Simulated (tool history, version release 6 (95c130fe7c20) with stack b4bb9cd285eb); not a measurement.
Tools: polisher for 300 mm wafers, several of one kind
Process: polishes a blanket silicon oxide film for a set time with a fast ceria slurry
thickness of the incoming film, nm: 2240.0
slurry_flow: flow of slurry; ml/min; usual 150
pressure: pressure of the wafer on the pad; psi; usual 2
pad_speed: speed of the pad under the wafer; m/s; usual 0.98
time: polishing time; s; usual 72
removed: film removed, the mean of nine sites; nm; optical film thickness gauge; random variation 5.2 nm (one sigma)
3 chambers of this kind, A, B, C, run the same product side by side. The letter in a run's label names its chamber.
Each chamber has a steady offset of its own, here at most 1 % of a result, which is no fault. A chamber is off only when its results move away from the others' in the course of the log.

run 1B day=0.129 | slurry_flow=150 pressure=2 pad_speed=0.98 time=72 | removed=749.83
run 2C day=0.271 | slurry_flow=150 pressure=2 pad_speed=0.98 time=72 | removed=752.72
run 3A day=0.450 | slurry_flow=150 pressure=2 pad_speed=0.98 time=72 | removed=761.64
run 4B day=0.571 | slurry_flow=150 pressure=2 pad_speed=0.98 time=72 | removed=736.64
run 5A day=0.683 | slurry_flow=150 pressure=2 pad_speed=0.98 time=72 | removed=754.72
run 6C day=0.796 | slurry_flow=150 pressure=2 pad_speed=0.98 time=72 | removed=750.05
run 7C day=0.954 | slurry_flow=150 pressure=2 pad_speed=0.98 time=72 | removed=755.22
run 8A day=1.079 | slurry_flow=150 pressure=2 pad_speed=0.98 time=72 | removed=755.34
run 9B day=1.212 | slurry_flow=150 pressure=2 pad_speed=0.98 time=95 | removed=987.49
run 10C day=1.396 | slurry_flow=150 pressure=2 pad_speed=0.98 time=95 | removed=995.04
-- day=1.492 chamber B: worn pad replaced by a new one
run 11A day=1.517 | slurry_flow=150 pressure=2 pad_speed=0.98 time=95 | removed=995.57
run 12B day=1.662 | slurry_flow=150 pressure=2 pad_speed=0.98 time=72 | removed=744.34
run 13A day=1.854 | slurry_flow=150 pressure=2 pad_speed=0.98 time=72 | removed=747.08
-- day=1.900 chamber A: worn pad replaced by a new one
run 14C day=2.025 | slurry_flow=150 pressure=2 pad_speed=0.98 time=72 | removed=754.47
run 15B day=2.179 | slurry_flow=150 pressure=2 pad_speed=0.98 time=72 | removed=747.35
run 16B day=2.304 | slurry_flow=150 pressure=2 pad_speed=0.98 time=72 | removed=743.14
run 17A day=2.479 | slurry_flow=150 pressure=2 pad_speed=0.98 time=72 | removed=767.20
run 18C day=2.575 | slurry_flow=150 pressure=2 pad_speed=0.98 time=72 | removed=755.65
run 19B day=2.733 | slurry_flow=150 pressure=2 pad_speed=1.30 time=72 | removed=1004.90
run 20A day=2.829 | slurry_flow=150 pressure=2 pad_speed=1.30 time=72 | removed=1003.30
run 21C day=2.929 | slurry_flow=150 pressure=2 pad_speed=1.30 time=72 | removed=1014.80

Next, every chamber runs the same settings. What will each give?
run 22A day=3.067 | slurry_flow=150 pressure=2 pad_speed=0.98 time=72 | removed=?
run 22B day=3.067 | slurry_flow=150 pressure=2 pad_speed=0.98 time=72 | removed=?
run 22C day=3.067 | slurry_flow=150 pressure=2 pad_speed=0.98 time=72 | removed=?

run=22A removed=747.19
run=22B removed=747.87
run=22C removed=758.48
